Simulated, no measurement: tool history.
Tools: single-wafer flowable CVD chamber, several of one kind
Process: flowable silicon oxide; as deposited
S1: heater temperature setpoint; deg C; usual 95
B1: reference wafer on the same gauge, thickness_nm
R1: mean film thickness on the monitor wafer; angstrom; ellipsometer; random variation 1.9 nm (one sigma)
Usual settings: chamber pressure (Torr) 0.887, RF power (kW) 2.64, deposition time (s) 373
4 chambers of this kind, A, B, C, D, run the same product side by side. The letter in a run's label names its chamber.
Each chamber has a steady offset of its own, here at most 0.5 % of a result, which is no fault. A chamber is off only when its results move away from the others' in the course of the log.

{"run": "1A", "day": 0.162, "S1": 95, "chamber pressure (Torr)": 0.887, "RF power (kW)": 2.64, "deposition time (s)": 373, "B1": 282.18, "R1": 3165.1}
{"run": "2D", "day": 0.358, "S1": 95, "chamber pressure (Torr)": 0.887, "RF power (kW)": 2.64, "deposition time (s)": 373, "B1": 281.96, "R1": 3188}
{"run": "3B", "day": 0.55, "S1": 95, "chamber pressure (Torr)": 0.887, "RF power (kW)": 2.64, "deposition time (s)": 373, "B1": 281.6, "R1": 3158.2}
{"run": "4C", "day": 0.788, "S1": 95, "chamber pressure (Torr)": 0.887, "RF power (kW)": 2.64, "deposition time (s)": 373, "B1": 282.13, "R1": 3162}
{"run": "5B", "day": 1.025, "S1": 95, "chamber pressure (Torr)": 0.887, "RF power (kW)": 2.64, "deposition time (s)": 373, "B1": 281.89, "R1": 3210}
{"run": "6C", "day": 1.229, "S1": 95, "chamber pressure (Torr)": 0.887, "RF power (kW)": 2.64, "deposition time (s)": 373, "B1": 282.01, "R1": 3174.3}
{"run": "7A", "day": 1.358, "S1": 95, "chamber pressure (Torr)": 0.887, "RF power (kW)": 2.64, "deposition time (s)": 373, "B1": 281.58, "R1": 3156.8}
{"run": "8D", "day": 1.608, "S1": 95, "chamber pressure (Torr)": 0.887, "RF power (kW)": 2.64, "deposition time (s)": 373, "B1": 281.73, "R1": 3189.8}
{"run": "9A", "day": 1.879, "S1": 95, "chamber pressure (Torr)": 0.887, "RF power (kW)": 2.64, "deposition time (s)": 373, "B1": 281.94, "R1": 3195.6}
{"run": "10C", "day": 2.129, "S1": 95, "chamber pressure (Torr)": 0.887, "RF power (kW)": 2.64, "deposition time (s)": 373, "B1": 281.77, "R1": 3161.8}
{"run": "11D", "day": 2.35, "S1": 95, "chamber pressure (Torr)": 0.887, "RF power (kW)": 2.64, "deposition time (s)": 373, "B1": 281.95, "R1": 3190.5}
{"run": "12B", "day": 2.621, "S1": 95, "chamber pressure (Torr)": 0.887, "RF power (kW)": 2.64, "deposition time (s)": 373, "B1": 282.4, "R1": 3185.2}
{"run": "13B", "day": 2.792, "S1": 95, "chamber pressure (Torr)": 0.887, "RF power (kW)": 2.64, "deposition time (s)": 373, "B1": 282.05, "R1": 3170.5}
{"run": "14A", "day": 3.033, "S1": 95, "chamber pressure (Torr)": 0.887, "RF power (kW)": 2.64, "deposition time (s)": 373, "B1": 281.78, "R1": 3161.2}
{"run": "15D", "day": 3.283, "S1": 95, "chamber pressure (Torr)": 0.887, "RF power (kW)": 2.64, "deposition time (s)": 373, "B1": 281.99, "R1": 3178.1}
{"run": "16C", "day": 3.454, "S1": 95, "chamber pressure (Torr)": 0.887, "RF power (kW)": 2.64, "deposition time (s)": 373, "B1": 281.97, "R1": 3182.4}
{"run": "17D", "day": 3.617, "S1": 95, "chamber pressure (Torr)": 0.887, "RF power (kW)": 2.64, "deposition time (s)": 373, "B1": 282.12, "R1": 3151.2}
{"run": "18B", "day": 3.754, "S1": 95, "chamber pressure (Torr)": 0.887, "RF power (kW)": 2.64, "deposition time (s)": 373, "B1": 281.92, "R1": 3154.9}
{"run": "19C", "day": 3.925, "S1": 95, "chamber pressure (Torr)": 0.887, "RF power (kW)": 2.64, "deposition time (s)": 373, "B1": 282.11, "R1": 3191.8}
{"day": 4.067, "done": "chamber C: thermocouple changed; heater temperature recalibrated"}
{"run": "20A", "day": 4.196, "S1": 95, "chamber pressure (Torr)": 0.887, "RF power (kW)": 2.64, "deposition time (s)": 373, "B1": 282.05, "R1": 3192.3}
{"run": "21B", "day": 4.462, "S1": 95, "chamber pressure (Torr)": 0.697, "RF power (kW)": 2.64, "deposition time (s)": 434, "B1": 282.09, "R1": 2676}
{"run": "22D", "day": 4.646, "S1": 95, "chamber pressure (Torr)": 0.697, "RF power (kW)": 2.64, "deposition time (s)": 434, "B1": 282.17, "R1": 2693.5}
{"run": "23C", "day": 4.771, "S1": 95, "chamber pressure (Torr)": 0.697, "RF power (kW)": 2.64, "deposition time (s)": 434, "B1": 282, "R1": 2846.2}
{"run": "24A", "day": 4.942, "S1": 95, "chamber pressure (Torr)": 0.697, "RF power (kW)": 2.64, "deposition time (s)": 434, "B1": 282.47, "R1": 2744.1}
{"run": "25B", "day": 5.117, "S1": 95, "chamber pressure (Torr)": 0.887, "RF power (kW)": 2.64, "deposition time (s)": 373, "B1": 282.25, "R1": 3167.6}
{"run": "26D", "day": 5.312, "S1": 95, "chamber pressure (Torr)": 0.887, "RF power (kW)": 2.64, "deposition time (s)": 373, "B1": 282.08, "R1": 3166.3}
{"run": "27A", "day": 5.462, "S1": 95, "chamber pressure (Torr)": 0.887, "RF power (kW)": 2.64, "deposition time (s)": 373, "B1": 281.93, "R1": 3196.5}
{"run": "28C", "day": 5.625, "S1": 95, "chamber pressure (Torr)": 0.887, "RF power (kW)": 2.64, "deposition time (s)": 373, "B1": 282.01, "R1": 3323.1}
{"run": "29D", "day": 5.746, "S1": 95, "chamber pressure (Torr)": 0.725, "RF power (kW)": 2.64, "deposition time (s)": 373, "B1": 282.21, "R1": 2449.9}
{"run": "30A", "day": 6.008, "S1": 95, "chamber pressure (Torr)": 0.725, "RF power (kW)": 2.64, "deposition time (s)": 373, "B1": 282.52, "R1": 2442.6}
{"run": "31B", "day": 6.279, "S1": 95, "chamber pressure (Torr)": 0.725, "RF power (kW)": 2.64, "deposition time (s)": 373, "B1": 282.19, "R1": 2444.4}
{"run": "32C", "day": 6.421, "S1": 95, "chamber pressure (Torr)": 0.725, "RF power (kW)": 2.64, "deposition time (s)": 373, "B1": 281.71, "R1": 2567.9}
{"run": "33A", "day": 6.633, "S1": 95, "chamber pressure (Torr)": 0.887, "RF power (kW)": 2.64, "deposition time (s)": 373, "B1": 282.19, "R1": 3198.6}
{"run": "34C", "day": 6.788, "S1": 95, "chamber pressure (Torr)": 0.887, "RF power (kW)": 2.64, "deposition time (s)": 373, "B1": 282, "R1": 3317.5}

Next, every chamber runs the same settings. What will each give?
{"run": "35A", "day": 6.983, "S1": 95, "chamber pressure (Torr)": 0.887, "RF power (kW)": 2.64, "deposition time (s)": 373, "R1": "?"}
{"run": "35B", "day": 6.983, "S1": 95, "chamber pressure (Torr)": 0.887, "RF power (kW)": 2.64, "deposition time (s)": 373, "R1": "?"}
{"run": "35C", "day": 6.983, "S1": 95, "chamber pressure (Torr)": 0.887, "RF power (kW)": 2.64, "deposition time (s)": 373, "R1": "?"}
{"run": "35D", "day": 6.983, "S1": 95, "chamber pressure (Torr)": 0.887, "RF power (kW)": 2.64, "deposition time (s)": 373, "R1": "?"}

run=35A R1=3187.4
run=35B R1=3184.1
run=35C R1=3337.2
run=35D R1=3185.6

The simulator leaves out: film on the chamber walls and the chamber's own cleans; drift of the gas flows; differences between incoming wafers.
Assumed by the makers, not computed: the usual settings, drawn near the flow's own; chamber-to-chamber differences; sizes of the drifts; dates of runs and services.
